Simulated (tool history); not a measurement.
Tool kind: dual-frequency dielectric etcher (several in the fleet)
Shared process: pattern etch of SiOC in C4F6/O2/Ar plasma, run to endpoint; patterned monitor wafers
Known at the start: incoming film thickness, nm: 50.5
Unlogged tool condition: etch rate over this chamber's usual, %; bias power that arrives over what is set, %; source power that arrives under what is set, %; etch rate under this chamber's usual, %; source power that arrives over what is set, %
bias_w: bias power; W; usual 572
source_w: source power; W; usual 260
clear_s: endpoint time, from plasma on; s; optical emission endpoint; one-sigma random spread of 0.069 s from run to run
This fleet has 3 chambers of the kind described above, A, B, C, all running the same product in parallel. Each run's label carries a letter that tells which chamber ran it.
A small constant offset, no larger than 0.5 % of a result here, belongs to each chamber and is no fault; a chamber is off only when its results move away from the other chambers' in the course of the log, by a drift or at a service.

run	hour	bias_w	source_w	hours since the last wet clean	hours since the last bias power generator calibration	hours since the last source power generator calibration	clear_s
1B	12.8	572	260	138.9	3542.1	1591.2	18.935
2A	27.8	572	260	463.5	3214.7	3061.4	18.896
3C	36.3	572	260	299.9	2794.7	1122.4	19.054
4C	49.9	572	260	313.5	2808.3	1136.0	19.043
5A	58.4	572	260	494.1	3245.3	3092.0	18.848
6B	67.4	572	260	193.5	3596.7	1645.8	18.922
7B	77.9	629	290	204.0	3607.2	1656.3	17.484
# hour 83.9: chamber A: wet clean of the chamber
8A	91.2	629	290	7.3	3278.1	3124.8	17.547
9C	105.0	629	290	368.6	2863.4	1191.1	17.480
10C	118.6	572	260	382.2	2877.0	1204.7	18.899
11A	126.7	572	260	42.8	3313.6	3160.3	18.961
12B	135.8	572	260	261.9	3665.1	1714.2	18.911
13C	148.7	572	260	412.3	2907.1	1234.8	18.942
14A	156.3	572	260	72.4	3343.2	3189.9	18.929
15B	165.9	486	210	292.0	3695.2	1744.3	21.882
16C	180.2	486	210	443.8	2938.6	1266.3	21.662
17B	187.6	486	210	313.7	3716.9	1766.0	21.926
18A	199.7	572	260	115.8	3386.6	3233.3	18.887
19B	209.9	572	260	336.0	3739.2	1788.3	19.041
20C	221.6	572	260	485.2	2980.0	1307.7	18.704
21A	231.1	572	260	147.2	3418.0	3264.7	18.975
22A	241.6	572	260	157.7	3428.5	3275.2	18.904
# hour 254.6: chamber B: bias power generator calibrated
23B	256.2	572	260	382.3	1.6	1834.6	19.082
24C	263.2	572	260	526.8	3021.6	1349.3	18.723
25B	272.2	572	260	398.3	17.6	1850.6	19.050
26C	282.6	572	260	546.2	3041.0	1368.7	18.614
27A	294.8	572	260	210.9	3481.7	3328.4	18.905
28B	301.8	572	260	427.9	47.2	1880.2	19.003
29A	316.4	663	300	232.5	3503.3	3350.0	16.952
30C	331.3	663	300	594.9	3089.7	1417.4	16.551
31C	344.5	663	300	608.1	3102.9	1430.6	16.616
32B	356.2	572	260	482.3	101.6	1934.6	19.086
33A	364.7	572	260	280.8	3551.6	3398.3	18.937
34A	377.9	572	260	294.0	3564.8	3411.5	18.947
35C	388.6	572	260	652.2	3147.0	1474.7	18.427
36B	396.9	572	260	523.0	142.3	1975.3	19.041

All chambers now run identical settings, listed one chamber a line with results as question marks. What results will each chamber show?
37A	407.7	572	260				?
37B	407.7	572	260				?
37C	407.7	572	260				?

run	clear_s
37A	18.866
37B	19.018
37C	18.491

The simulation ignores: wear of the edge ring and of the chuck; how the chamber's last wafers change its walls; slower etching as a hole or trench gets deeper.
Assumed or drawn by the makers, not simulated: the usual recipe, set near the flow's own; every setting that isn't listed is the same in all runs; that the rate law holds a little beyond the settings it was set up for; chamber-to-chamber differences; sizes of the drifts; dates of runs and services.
